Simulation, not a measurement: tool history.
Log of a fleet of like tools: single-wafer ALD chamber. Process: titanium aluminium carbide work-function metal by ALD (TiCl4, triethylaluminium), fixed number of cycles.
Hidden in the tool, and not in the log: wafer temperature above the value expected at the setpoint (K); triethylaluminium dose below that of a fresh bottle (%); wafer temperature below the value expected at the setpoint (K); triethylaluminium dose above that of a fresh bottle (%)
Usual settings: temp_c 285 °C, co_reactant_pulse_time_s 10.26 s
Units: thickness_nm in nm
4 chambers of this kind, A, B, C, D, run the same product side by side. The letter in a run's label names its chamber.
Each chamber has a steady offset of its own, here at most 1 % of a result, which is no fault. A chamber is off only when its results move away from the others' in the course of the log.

run,hour,temp_c,co_reactant_pulse_time_s,hours since the last thermocouple change,hours since the last triethylaluminium bottle change,"read-back reference wafer on the same gauge, thickness_nm",thickness_nm
1C,9.9,285,10.26,356.6,697.5,2.0381,1.8577
2A,22.8,285,10.26,768.1,486.9,2.039,1.8467
3B,37.5,285,10.26,198.3,839.8,2.0404,1.8822
# hour 41.7: chamber C: triethylaluminium bottle replaced
4D,47.2,285,10.26,1198.2,648.4,2.0405,1.8889
5C,56.2,285,10.26,402.9,14.6,2.0401,1.8615
6B,64.2,285,10.26,225,866.5,2.0413,1.8864
7A,77.7,285,10.26,823,541.8,2.0398,1.859
8D,84.9,285,10.26,1235.9,686.1,2.0402,1.8874
9B,95.2,285,10.26,256,897.5,2.041,1.8748
10C,104.6,285,10.26,451.3,63,2.0408,1.8606
11A,114.7,285,10.26,860,578.8,2.0399,1.8491
12D,122.1,285,10.26,1273.1,723.3,2.0395,1.8828
13C,129.6,285,10.26,476.3,88,2.0407,1.8607
14A,144.2,285,10.26,889.5,608.3,2.0403,1.846
15D,158.7,285,10.26,1309.7,759.9,2.0403,1.8848
16B,165.5,285,10.26,326.3,967.8,2.0418,1.8814
17A,180.2,298,6.24,925.5,644.3,2.0401,1.7834
18D,193.3,298,6.24,1344.3,794.5,2.0403,1.8135
# hour 196.7: chamber D: thermocouple changed; heater temperature recalibrated
# hour 202.4: chamber A: triethylaluminium bottle replaced
19B,208.7,298,6.24,369.5,1011,2.0393,1.7967
20C,223.9,298,6.24,570.6,182.3,2.0396,1.7949
21A,236,297,13.15,981.3,33.6,2.0399,1.9908
22D,243.4,297,13.15,46.8,844.6,2.0391,2.0303
23C,258,297,13.15,604.7,216.4,2.0411,2.0083
24B,268.1,297,13.15,428.9,1070.4,2.0393,2.011
25C,275,290,13.62,621.7,233.4,2.0408,1.9426
26B,287,290,13.62,447.8,1089.3,2.04,1.9633
27A,301.7,290,13.62,1047,99.3,2.0413,1.9541
28D,309.8,290,13.62,113.2,911,2.0393,1.9576
29A,317.5,291,8.74,1062.8,115.1,2.0393,1.8669
30B,328.6,291,8.74,489.4,1130.9,2.0385,1.8384
31C,343.3,291,8.74,690,301.7,2.0411,1.8589
32D,352,291,8.74,155.4,953.2,2.0385,1.8966
33B,365.5,285,10.26,526.3,1167.8,2.0382,1.8389
34D,373.2,285,10.26,176.6,974.4,2.0368,1.9014
35A,384.5,291,14.1,1129.8,182.1,2.0394,1.9511
36C,391.4,291,14.1,738.1,349.8,2.0389,1.9356
37C,400.8,291,14.1,747.5,359.2,2.0413,1.9584
38B,415.5,291,14.1,576.3,1217.8,2.0392,1.9519
39A,423.8,285,10.26,1169.1,221.4,2.0411,1.8545
40D,431.6,285,10.26,235,1032.8,2.0421,1.8784
41C,439.8,285,6.3,786.5,398.2,2.039,1.6997
42B,448.3,285,6.3,609.1,1250.6,2.0399,1.569
43A,455.4,285,6.3,1200.7,253,2.0384,1.6926

All 4 chambers run these settings next. Forecast each chamber's results:
44A,466.5,285,10.26,,,,?
44B,466.5,285,10.26,,,,?
44C,466.5,285,10.26,,,,?
44D,466.5,285,10.26,,,,?

run,thickness_nm
44A,1.8604
44B,1.8102
44C,1.863
44D,1.8822
